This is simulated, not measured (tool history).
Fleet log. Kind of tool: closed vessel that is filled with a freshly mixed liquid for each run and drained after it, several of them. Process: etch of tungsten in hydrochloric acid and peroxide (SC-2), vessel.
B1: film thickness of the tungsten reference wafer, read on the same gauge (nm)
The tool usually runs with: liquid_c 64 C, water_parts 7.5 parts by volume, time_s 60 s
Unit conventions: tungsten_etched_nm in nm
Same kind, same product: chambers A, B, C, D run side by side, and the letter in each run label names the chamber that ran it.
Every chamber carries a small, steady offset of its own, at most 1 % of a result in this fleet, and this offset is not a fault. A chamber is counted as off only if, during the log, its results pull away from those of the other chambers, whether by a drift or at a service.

run 1C hour=5.1 | liquid_c=64 water_parts=7.5 time_s=60 | B1=50.007 | tungsten_etched_nm=52.539
run 2A hour=9.4 | liquid_c=64 water_parts=7.5 time_s=60 | B1=50.007 | tungsten_etched_nm=51.692
run 3B hour=14.9 | liquid_c=64 water_parts=7.5 time_s=60 | B1=49.988 | tungsten_etched_nm=51.888
run 4D hour=20.4 | liquid_c=64 water_parts=7.5 time_s=60 | B1=50.052 | tungsten_etched_nm=53.114
run 5D hour=25.8 | liquid_c=64 water_parts=7.5 time_s=60 | B1=49.989 | tungsten_etched_nm=52.097
run 6B hour=29.4 | liquid_c=64 water_parts=7.5 time_s=60 | B1=50.02 | tungsten_etched_nm=51.968
run 7C hour=33 | liquid_c=64 water_parts=7.5 time_s=60 | B1=49.992 | tungsten_etched_nm=51.378
run 8A hour=36.2 | liquid_c=64 water_parts=7.5 time_s=60 | B1=50.013 | tungsten_etched_nm=52.33
run 9A hour=40.3 | liquid_c=64 water_parts=7.5 time_s=60 | B1=49.996 | tungsten_etched_nm=52.602
run 10D hour=43.4 | liquid_c=64 water_parts=7.5 time_s=60 | B1=49.998 | tungsten_etched_nm=52.298
-- hour=48.1 chamber D: new drum of peroxide connected
run 11B hour=49.6 | liquid_c=64 water_parts=7.5 time_s=60 | B1=50.033 | tungsten_etched_nm=52.198
run 12C hour=55 | liquid_c=64 water_parts=7.5 time_s=60 | B1=49.982 | tungsten_etched_nm=51.818
run 13B hour=58.2 | liquid_c=64 water_parts=7.5 time_s=60 | B1=50.026 | tungsten_etched_nm=51.732
run 14C hour=61.3 | liquid_c=64 water_parts=7.5 time_s=60 | B1=49.991 | tungsten_etched_nm=52.443
run 15D hour=67.5 | liquid_c=64 water_parts=7.5 time_s=60 | B1=49.997 | tungsten_etched_nm=53.063
run 16A hour=72.9 | liquid_c=60.5 water_parts=7.5 time_s=60 | B1=49.992 | tungsten_etched_nm=42.17
run 17D hour=75.8 | liquid_c=60.5 water_parts=7.5 time_s=60 | B1=49.987 | tungsten_etched_nm=42.132
run 18B hour=79.1 | liquid_c=60.5 water_parts=7.5 time_s=60 | B1=49.998 | tungsten_etched_nm=42.155
run 19A hour=84.5 | liquid_c=60.5 water_parts=7.5 time_s=60 | B1=50.011 | tungsten_etched_nm=41.884
run 20C hour=89.7 | liquid_c=64 water_parts=7.5 time_s=60 | B1=50.003 | tungsten_etched_nm=52.086
run 21C hour=92.8 | liquid_c=64 water_parts=7.5 time_s=60 | B1=49.982 | tungsten_etched_nm=51.919
run 22D hour=95.7 | liquid_c=64 water_parts=7.5 time_s=60 | B1=50 | tungsten_etched_nm=52.612
run 23A hour=98.8 | liquid_c=64 water_parts=7.5 time_s=60 | B1=50 | tungsten_etched_nm=52.823
run 24B hour=101.5 | liquid_c=64 water_parts=7.5 time_s=60 | B1=50.03 | tungsten_etched_nm=51.97
run 25D hour=106.4 | liquid_c=64 water_parts=7.5 time_s=60 | B1=50.006 | tungsten_etched_nm=51.966
run 26C hour=110.3 | liquid_c=64 water_parts=7.5 time_s=60 | B1=50 | tungsten_etched_nm=51.75
run 27B hour=113.8 | liquid_c=64 water_parts=7.5 time_s=60 | B1=50.008 | tungsten_etched_nm=52.258
run 28A hour=119.1 | liquid_c=64 water_parts=7.5 time_s=45 | B1=49.985 | tungsten_etched_nm=39.364
run 29A hour=123.3 | liquid_c=64 water_parts=7.5 time_s=45 | B1=49.995 | tungsten_etched_nm=39.508
run 30D hour=129.3 | liquid_c=64 water_parts=7.5 time_s=45 | B1=49.998 | tungsten_etched_nm=38.975
run 31B hour=134.4 | liquid_c=64 water_parts=7.5 time_s=45 | B1=49.98 | tungsten_etched_nm=39.633

One chamber off, gauge drift, or nothing amiss beyond the chambers' own small offsets? If it is a chamber, which one, and what is the likeliest cause?

All chambers stay in line apart from their small fixed offsets, and the gauge does not drift.

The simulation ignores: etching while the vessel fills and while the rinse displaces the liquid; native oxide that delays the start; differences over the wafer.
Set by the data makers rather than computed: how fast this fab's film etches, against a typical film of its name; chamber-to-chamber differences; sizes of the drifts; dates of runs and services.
